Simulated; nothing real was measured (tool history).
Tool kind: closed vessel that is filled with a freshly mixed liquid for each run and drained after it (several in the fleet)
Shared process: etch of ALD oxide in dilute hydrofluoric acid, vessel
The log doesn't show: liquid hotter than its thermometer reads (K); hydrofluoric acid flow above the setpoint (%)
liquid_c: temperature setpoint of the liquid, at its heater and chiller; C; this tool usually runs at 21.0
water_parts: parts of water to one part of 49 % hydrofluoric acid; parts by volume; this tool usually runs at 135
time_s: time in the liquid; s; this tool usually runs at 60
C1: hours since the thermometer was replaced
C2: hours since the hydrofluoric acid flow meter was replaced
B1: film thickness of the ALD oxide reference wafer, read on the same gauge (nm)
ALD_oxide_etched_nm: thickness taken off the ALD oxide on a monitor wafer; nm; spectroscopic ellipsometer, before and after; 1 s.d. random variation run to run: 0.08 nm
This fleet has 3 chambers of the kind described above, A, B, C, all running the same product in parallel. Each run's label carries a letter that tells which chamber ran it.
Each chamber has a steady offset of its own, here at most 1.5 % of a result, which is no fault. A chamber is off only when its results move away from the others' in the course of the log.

{"run": "1A", "hour": 8.5, "liquid_c": 21.0, "water_parts": 135, "time_s": 60, "C1": 1990.8, "C2": 786.0, "B1": 109.99, "ALD_oxide_etched_nm": 9.0156}
{"run": "2C", "hour": 18.8, "liquid_c": 21.0, "water_parts": 135, "time_s": 60, "C1": 774.7, "C2": 264.8, "B1": 109.99, "ALD_oxide_etched_nm": 8.9845}
{"run": "3B", "hour": 26.8, "liquid_c": 21.0, "water_parts": 135, "time_s": 60, "C1": 1063.8, "C2": 352.6, "B1": 109.98, "ALD_oxide_etched_nm": 8.9367}
{"run": "4A", "hour": 34.7, "liquid_c": 21.0, "water_parts": 135, "time_s": 60, "C1": 2017.0, "C2": 812.2, "B1": 110.02, "ALD_oxide_etched_nm": 8.9882}
{"run": "5C", "hour": 46.6, "liquid_c": 21.0, "water_parts": 135, "time_s": 60, "C1": 802.5, "C2": 292.6, "B1": 110.02, "ALD_oxide_etched_nm": 9.0653}
{"hour": 52.4, "done": "chamber C: thermometer replaced"}
{"run": "6B", "hour": 55.8, "liquid_c": 21.0, "water_parts": 135, "time_s": 60, "C1": 1092.8, "C2": 381.6, "B1": 109.94, "ALD_oxide_etched_nm": 8.6672}
{"run": "7C", "hour": 65.0, "liquid_c": 21.0, "water_parts": 135, "time_s": 60, "C1": 12.7, "C2": 311.0, "B1": 110.0, "ALD_oxide_etched_nm": 8.9494}
{"run": "8B", "hour": 76.6, "liquid_c": 21.0, "water_parts": 135, "time_s": 60, "C1": 1113.6, "C2": 402.4, "B1": 110.0, "ALD_oxide_etched_nm": 8.758}
{"run": "9A", "hour": 83.8, "liquid_c": 21.0, "water_parts": 135, "time_s": 60, "C1": 2066.1, "C2": 861.3, "B1": 109.95, "ALD_oxide_etched_nm": 8.998}
{"run": "10A", "hour": 95.6, "liquid_c": 21.0, "water_parts": 135, "time_s": 60, "C1": 2077.9, "C2": 873.1, "B1": 110.04, "ALD_oxide_etched_nm": 8.9376}
{"run": "11B", "hour": 103.0, "liquid_c": 21.0, "water_parts": 135, "time_s": 60, "C1": 1140.0, "C2": 428.8, "B1": 110.0, "ALD_oxide_etched_nm": 8.835}
{"run": "12C", "hour": 111.7, "liquid_c": 21.0, "water_parts": 135, "time_s": 60, "C1": 59.4, "C2": 357.7, "B1": 109.99, "ALD_oxide_etched_nm": 8.922}
{"run": "13B", "hour": 119.9, "liquid_c": 21.0, "water_parts": 185, "time_s": 35, "C1": 1156.9, "C2": 445.7, "B1": 110.04, "ALD_oxide_etched_nm": 3.5568}
{"run": "14A", "hour": 126.4, "liquid_c": 21.0, "water_parts": 185, "time_s": 35, "C1": 2108.7, "C2": 903.9, "B1": 109.99, "ALD_oxide_etched_nm": 3.6184}
{"run": "15C", "hour": 134.4, "liquid_c": 21.0, "water_parts": 185, "time_s": 35, "C1": 82.1, "C2": 380.4, "B1": 109.95, "ALD_oxide_etched_nm": 3.5392}
{"run": "16A", "hour": 145.7, "liquid_c": 21.0, "water_parts": 135, "time_s": 60, "C1": 2128.0, "C2": 923.2, "B1": 109.95, "ALD_oxide_etched_nm": 9.0922}
{"run": "17C", "hour": 152.8, "liquid_c": 21.0, "water_parts": 135, "time_s": 60, "C1": 100.5, "C2": 398.8, "B1": 109.98, "ALD_oxide_etched_nm": 8.923}
{"run": "18B", "hour": 161.3, "liquid_c": 21.0, "water_parts": 135, "time_s": 60, "C1": 1198.3, "C2": 487.1, "B1": 110.02, "ALD_oxide_etched_nm": 8.7983}
{"run": "19A", "hour": 170.8, "liquid_c": 21.0, "water_parts": 135, "time_s": 60, "C1": 2153.1, "C2": 948.3, "B1": 109.99, "ALD_oxide_etched_nm": 8.9824}
{"run": "20C", "hour": 179.2, "liquid_c": 21.0, "water_parts": 135, "time_s": 60, "C1": 126.9, "C2": 425.2, "B1": 109.96, "ALD_oxide_etched_nm": 9.046}
{"run": "21B", "hour": 190.3, "liquid_c": 21.0, "water_parts": 135, "time_s": 75, "C1": 1227.3, "C2": 516.1, "B1": 110.0, "ALD_oxide_etched_nm": 10.926}
{"run": "22A", "hour": 198.6, "liquid_c": 21.0, "water_parts": 135, "time_s": 75, "C1": 2180.9, "C2": 976.1, "B1": 109.96, "ALD_oxide_etched_nm": 11.174}
{"run": "23B", "hour": 210.0, "liquid_c": 21.0, "water_parts": 135, "time_s": 75, "C1": 1247.0, "C2": 535.8, "B1": 110.01, "ALD_oxide_etched_nm": 11.031}
{"run": "24C", "hour": 216.8, "liquid_c": 19.5, "water_parts": 135, "time_s": 75, "C1": 164.5, "C2": 462.8, "B1": 110.0, "ALD_oxide_etched_nm": 10.624}
{"run": "25A", "hour": 223.8, "liquid_c": 19.5, "water_parts": 135, "time_s": 75, "C1": 2206.1, "C2": 1001.3, "B1": 110.05, "ALD_oxide_etched_nm": 10.592}

Does one chamber stand apart from the rest, does the shared gauge drift, or is all well apart from small per-chamber offsets? Give the chamber and the most likely cause, where there is one.

No chamber is off and the gauge is stable; the differences are just each chamber's small, constant offset.
